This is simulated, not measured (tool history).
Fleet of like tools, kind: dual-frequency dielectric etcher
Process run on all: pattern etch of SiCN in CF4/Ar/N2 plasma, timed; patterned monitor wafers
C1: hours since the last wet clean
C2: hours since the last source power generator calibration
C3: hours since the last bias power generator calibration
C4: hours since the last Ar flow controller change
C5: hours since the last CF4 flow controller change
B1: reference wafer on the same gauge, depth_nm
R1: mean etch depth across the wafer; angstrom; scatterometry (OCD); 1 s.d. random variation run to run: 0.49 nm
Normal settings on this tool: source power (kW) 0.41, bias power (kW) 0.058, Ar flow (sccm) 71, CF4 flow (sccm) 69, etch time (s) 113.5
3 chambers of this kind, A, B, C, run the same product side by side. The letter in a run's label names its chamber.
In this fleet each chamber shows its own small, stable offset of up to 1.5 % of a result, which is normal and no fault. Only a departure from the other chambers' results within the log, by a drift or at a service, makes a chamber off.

run 1C hour=8.1 | source_power_(kW)=0.41 bias_power_(kW)=0.058 Ar_flow_(sccm)=71 CF4_flow_(sccm)=69 etch_time_(s)=113.5 | C1=133.5 C2=145.4 C3=1003.7 C4=2771.2 C5=563.9 | B1=89.622 | R1=896.05
run 2B hour=21.4 | source_power_(kW)=0.41 bias_power_(kW)=0.058 Ar_flow_(sccm)=71 CF4_flow_(sccm)=69 etch_time_(s)=113.5 | C1=571.9 C2=4908.1 C3=3803.6 C4=2350.8 C5=2570.4 | B1=89.718 | R1=882.52
run 3A hour=29.8 | source_power_(kW)=0.41 bias_power_(kW)=0.058 Ar_flow_(sccm)=71 CF4_flow_(sccm)=69 etch_time_(s)=113.5 | C1=299.5 C2=3296.9 C3=1486.1 C4=1510.5 C5=2712.3 | B1=89.683 | R1=897.62
run 4A hour=43.3 | source_power_(kW)=0.41 bias_power_(kW)=0.058 Ar_flow_(sccm)=71 CF4_flow_(sccm)=69 etch_time_(s)=113.5 | C1=313 C2=3310.4 C3=1499.6 C4=1524 C5=2725.8 | B1=89.698 | R1=897.4
run 5C hour=58.1 | source_power_(kW)=0.41 bias_power_(kW)=0.058 Ar_flow_(sccm)=71 CF4_flow_(sccm)=69 etch_time_(s)=113.5 | C1=183.5 C2=195.4 C3=1053.7 C4=2821.2 C5=613.9 | B1=89.593 | R1=880.39
run 6B hour=69.8 | source_power_(kW)=0.41 bias_power_(kW)=0.058 Ar_flow_(sccm)=71 CF4_flow_(sccm)=69 etch_time_(s)=113.5 | C1=620.3 C2=4956.5 C3=3852 C4=2399.2 C5=2618.8 | B1=89.62 | R1=897.69
run 7B hour=78.8 | source_power_(kW)=0.41 bias_power_(kW)=0.058 Ar_flow_(sccm)=71 CF4_flow_(sccm)=69 etch_time_(s)=113.5 | C1=629.3 C2=4965.5 C3=3861 C4=2408.2 C5=2627.8 | B1=89.708 | R1=886.77
run 8A hour=86.3 | source_power_(kW)=0.41 bias_power_(kW)=0.058 Ar_flow_(sccm)=71 CF4_flow_(sccm)=69 etch_time_(s)=113.5 | C1=356 C2=3353.4 C3=1542.6 C4=1567 C5=2768.8 | B1=89.834 | R1=897.92
run 9C hour=97.5 | source_power_(kW)=0.41 bias_power_(kW)=0.058 Ar_flow_(sccm)=71 CF4_flow_(sccm)=69 etch_time_(s)=113.5 | C1=222.9 C2=234.8 C3=1093.1 C4=2860.6 C5=653.3 | B1=89.675 | R1=886.16
-- hour=110.2 chamber B: wet clean of the chamber
run 10A hour=110.6 | source_power_(kW)=0.41 bias_power_(kW)=0.058 Ar_flow_(sccm)=71 CF4_flow_(sccm)=69 etch_time_(s)=113.5 | C1=380.3 C2=3377.7 C3=1566.9 C4=1591.3 C5=2793.1 | B1=89.722 | R1=885.65
run 11B hour=118.4 | source_power_(kW)=0.41 bias_power_(kW)=0.058 Ar_flow_(sccm)=71 CF4_flow_(sccm)=69 etch_time_(s)=126.5 | C1=8.3 C2=5005.1 C3=3900.6 C4=2447.8 C5=2667.4 | B1=89.874 | R1=989.89
run 12C hour=130.1 | source_power_(kW)=0.41 bias_power_(kW)=0.058 Ar_flow_(sccm)=71 CF4_flow_(sccm)=69 etch_time_(s)=126.5 | C1=255.5 C2=267.4 C3=1125.7 C4=2893.2 C5=685.9 | B1=89.653 | R1=991.8
run 13C hour=136.9 | source_power_(kW)=0.41 bias_power_(kW)=0.058 Ar_flow_(sccm)=71 CF4_flow_(sccm)=69 etch_time_(s)=126.5 | C1=262.3 C2=274.2 C3=1132.5 C4=2900 C5=692.7 | B1=89.763 | R1=981.89
-- hour=148.5 chamber C: Ar flow controller replaced
run 14A hour=149 | source_power_(kW)=0.41 bias_power_(kW)=0.058 Ar_flow_(sccm)=71 CF4_flow_(sccm)=69 etch_time_(s)=113.5 | C1=418.7 C2=3416.1 C3=1605.3 C4=1629.7 C5=2831.5 | B1=89.636 | R1=893.02
run 15B hour=157.4 | source_power_(kW)=0.41 bias_power_(kW)=0.058 Ar_flow_(sccm)=71 CF4_flow_(sccm)=69 etch_time_(s)=113.5 | C1=47.3 C2=5044.1 C3=3939.6 C4=2486.8 C5=2706.4 | B1=89.644 | R1=889.94
run 16C hour=171.3 | source_power_(kW)=0.41 bias_power_(kW)=0.058 Ar_flow_(sccm)=71 CF4_flow_(sccm)=69 etch_time_(s)=113.5 | C1=296.7 C2=308.6 C3=1166.9 C4=22.8 C5=727.1 | B1=89.705 | R1=887.03
-- hour=172.9 chamber B: source power generator calibrated
run 17A hour=178.1 | source_power_(kW)=0.41 bias_power_(kW)=0.058 Ar_flow_(sccm)=71 CF4_flow_(sccm)=69 etch_time_(s)=113.5 | C1=447.8 C2=3445.2 C3=1634.4 C4=1658.8 C5=2860.6 | B1=89.559 | R1=898.96
run 18B hour=192 | source_power_(kW)=0.41 bias_power_(kW)=0.058 Ar_flow_(sccm)=71 CF4_flow_(sccm)=69 etch_time_(s)=113.5 | C1=81.9 C2=19.2 C3=3974.2 C4=2521.4 C5=2741 | B1=89.761 | R1=886.32
run 19B hour=206 | source_power_(kW)=0.33 bias_power_(kW)=0.058 Ar_flow_(sccm)=71 CF4_flow_(sccm)=69 etch_time_(s)=101.5 | C1=95.9 C2=33.2 C3=3988.2 C4=2535.4 C5=2755 | B1=89.641 | R1=662.59
-- hour=209.1 chamber A: source power generator calibrated
run 20A hour=219.8 | source_power_(kW)=0.33 bias_power_(kW)=0.058 Ar_flow_(sccm)=71 CF4_flow_(sccm)=69 etch_time_(s)=101.5 | C1=489.5 C2=10.8 C3=1676.1 C4=1700.5 C5=2902.3 | B1=89.812 | R1=681.17
run 21C hour=229.5 | source_power_(kW)=0.33 bias_power_(kW)=0.058 Ar_flow_(sccm)=71 CF4_flow_(sccm)=69 etch_time_(s)=101.5 | C1=354.9 C2=366.8 C3=1225.1 C4=81 C5=785.3 | B1=89.848 | R1=649.45
-- hour=235.7 chamber A: wet clean of the chamber
run 22A hour=236.4 | source_power_(kW)=0.41 bias_power_(kW)=0.058 Ar_flow_(sccm)=71 CF4_flow_(sccm)=69 etch_time_(s)=113.5 | C1=0.7 C2=27.4 C3=1692.7 C4=1717.1 C5=2918.9 | B1=89.672 | R1=924.86
run 23C hour=250.3 | source_power_(kW)=0.41 bias_power_(kW)=0.058 Ar_flow_(sccm)=71 CF4_flow_(sccm)=69 etch_time_(s)=113.5 | C1=375.7 C2=387.6 C3=1245.9 C4=101.8 C5=806.1 | B1=89.712 | R1=889.47
run 24B hour=264.4 | source_power_(kW)=0.41 bias_power_(kW)=0.046 Ar_flow_(sccm)=71 CF4_flow_(sccm)=69 etch_time_(s)=84 | C1=154.3 C2=91.6 C3=4046.6 C4=2593.8 C5=2813.4 | B1=89.75 | R1=609.48
run 25B hour=275.4 | source_power_(kW)=0.41 bias_power_(kW)=0.046 Ar_flow_(sccm)=71 CF4_flow_(sccm)=69 etch_time_(s)=84 | C1=165.3 C2=102.6 C3=4057.6 C4=2604.8 C5=2824.4 | B1=89.638 | R1=608.83
run 26C hour=284.6 | source_power_(kW)=0.41 bias_power_(kW)=0.046 Ar_flow_(sccm)=71 CF4_flow_(sccm)=69 etch_time_(s)=84 | C1=410 C2=421.9 C3=1280.2 C4=136.1 C5=840.4 | B1=89.801 | R1=610.02
-- hour=294.6 chamber B: bias power generator calibrated
run 27A hour=299.1 | source_power_(kW)=0.41 bias_power_(kW)=0.058 Ar_flow_(sccm)=71 CF4_flow_(sccm)=69 etch_time_(s)=113.5 | C1=63.4 C2=90.1 C3=1755.4 C4=1779.8 C5=2981.6 | B1=89.699 | R1=929.56
run 28B hour=311 | source_power_(kW)=0.41 bias_power_(kW)=0.058 Ar_flow_(sccm)=71 CF4_flow_(sccm)=69 etch_time_(s)=113.5 | C1=200.9 C2=138.2 C3=16.5 C4=2640.4 C5=2860 | B1=89.508 | R1=886.11
run 29A hour=321.6 | source_power_(kW)=0.41 bias_power_(kW)=0.058 Ar_flow_(sccm)=60 CF4_flow_(sccm)=69 etch_time_(s)=113.5 | C1=85.9 C2=112.6 C3=1777.9 C4=1802.3 C5=3004.1 | B1=89.619 | R1=944.1
run 30C hour=328.8 | source_power_(kW)=0.41 bias_power_(kW)=0.058 Ar_flow_(sccm)=60 CF4_flow_(sccm)=69 etch_time_(s)=113.5 | C1=454.2 C2=466.1 C3=1324.4 C4=180.3 C5=884.6 | B1=89.839 | R1=904.65
run 31C hour=339.2 | source_power_(kW)=0.41 bias_power_(kW)=0.058 Ar_flow_(sccm)=60 CF4_flow_(sccm)=69 etch_time_(s)=113.5 | C1=464.6 C2=476.5 C3=1334.8 C4=190.7 C5=895 | B1=89.691 | R1=905
run 32A hour=346.1 | source_power_(kW)=0.41 bias_power_(kW)=0.058 Ar_flow_(sccm)=71 CF4_flow_(sccm)=69 etch_time_(s)=113.5 | C1=110.4 C2=137.1 C3=1802.4 C4=1826.8 C5=3028.6 | B1=89.586 | R1=927.47
run 33B hour=354 | source_power_(kW)=0.41 bias_power_(kW)=0.058 Ar_flow_(sccm)=71 CF4_flow_(sccm)=69 etch_time_(s)=113.5 | C1=243.9 C2=181.2 C3=59.5 C4=2683.4 C5=2903 | B1=89.682 | R1=887.52
run 34A hour=361.4 | source_power_(kW)=0.41 bias_power_(kW)=0.058 Ar_flow_(sccm)=71 CF4_flow_(sccm)=69 etch_time_(s)=113.5 | C1=125.7 C2=152.4 C3=1817.7 C4=1842.1 C5=3043.9 | B1=89.618 | R1=930.38
run 35C hour=372.2 | source_power_(kW)=0.41 bias_power_(kW)=0.058 Ar_flow_(sccm)=71 CF4_flow_(sccm)=69 etch_time_(s)=139 | C1=497.6 C2=509.5 C3=1367.8 C4=223.7 C5=928 | B1=89.715 | R1=1086.5
run 36B hour=382.7 | source_power_(kW)=0.41 bias_power_(kW)=0.058 Ar_flow_(sccm)=71 CF4_flow_(sccm)=69 etch_time_(s)=139 | C1=272.6 C2=209.9 C3=88.2 C4=2712.1 C5=2931.7 | B1=89.743 | R1=1089.5
run 37A hour=396.5 | source_power_(kW)=0.41 bias_power_(kW)=0.058 Ar_flow_(sccm)=71 CF4_flow_(sccm)=69 etch_time_(s)=139 | C1=160.8 C2=187.5 C3=1852.8 C4=1877.2 C5=3079 | B1=89.729 | R1=1130.1

One chamber off, gauge drift, or nothing amiss beyond the chambers' own small offsets? If it is a chamber, which one, and what is the likeliest cause?

Chamber A has stood off from the others ever since a service on it.
What lies behind it: source power that arrives over what is set, % = 4.8.

Chamber A could run next with any of the 4 candidate recipes listed below; each alters the usual settings, and their results appear as question marks. Which one brings its results back in line with what the other chambers deliver on the usual settings?
Allowed miss from the other chambers' usual-settings mean, per result, to count as in line: R1 18 angstrom
run 38A-1 hour=407.1 | source_power_(kW)=0.4 bias_power_(kW)=0.057 Ar_flow_(sccm)=71 CF4_flow_(sccm)=69 etch_time_(s)=108 | R1=?
run 38A-2 hour=407.1 | source_power_(kW)=0.42 bias_power_(kW)=0.059 Ar_flow_(sccm)=71 CF4_flow_(sccm)=69 etch_time_(s)=119 | R1=?
run 38A-3 hour=407.1 | source_power_(kW)=0.41 bias_power_(kW)=0.058 Ar_flow_(sccm)=71 CF4_flow_(sccm)=69 etch_time_(s)=109 | R1=?
run 38A-4 hour=407.1 | source_power_(kW)=0.41 bias_power_(kW)=0.064 Ar_flow_(sccm)=71 CF4_flow_(sccm)=73 etch_time_(s)=113.5 | R1=?

Mean of the other chambers on the usual settings: R1 890.09 angstrom
run=38A-1 R1=856.18
run=38A-2 R1=996.69
run=38A-3 R1=888.47
run=38A-4 R1=962.27
38A-3 puts the chamber back in line with the other chambers.
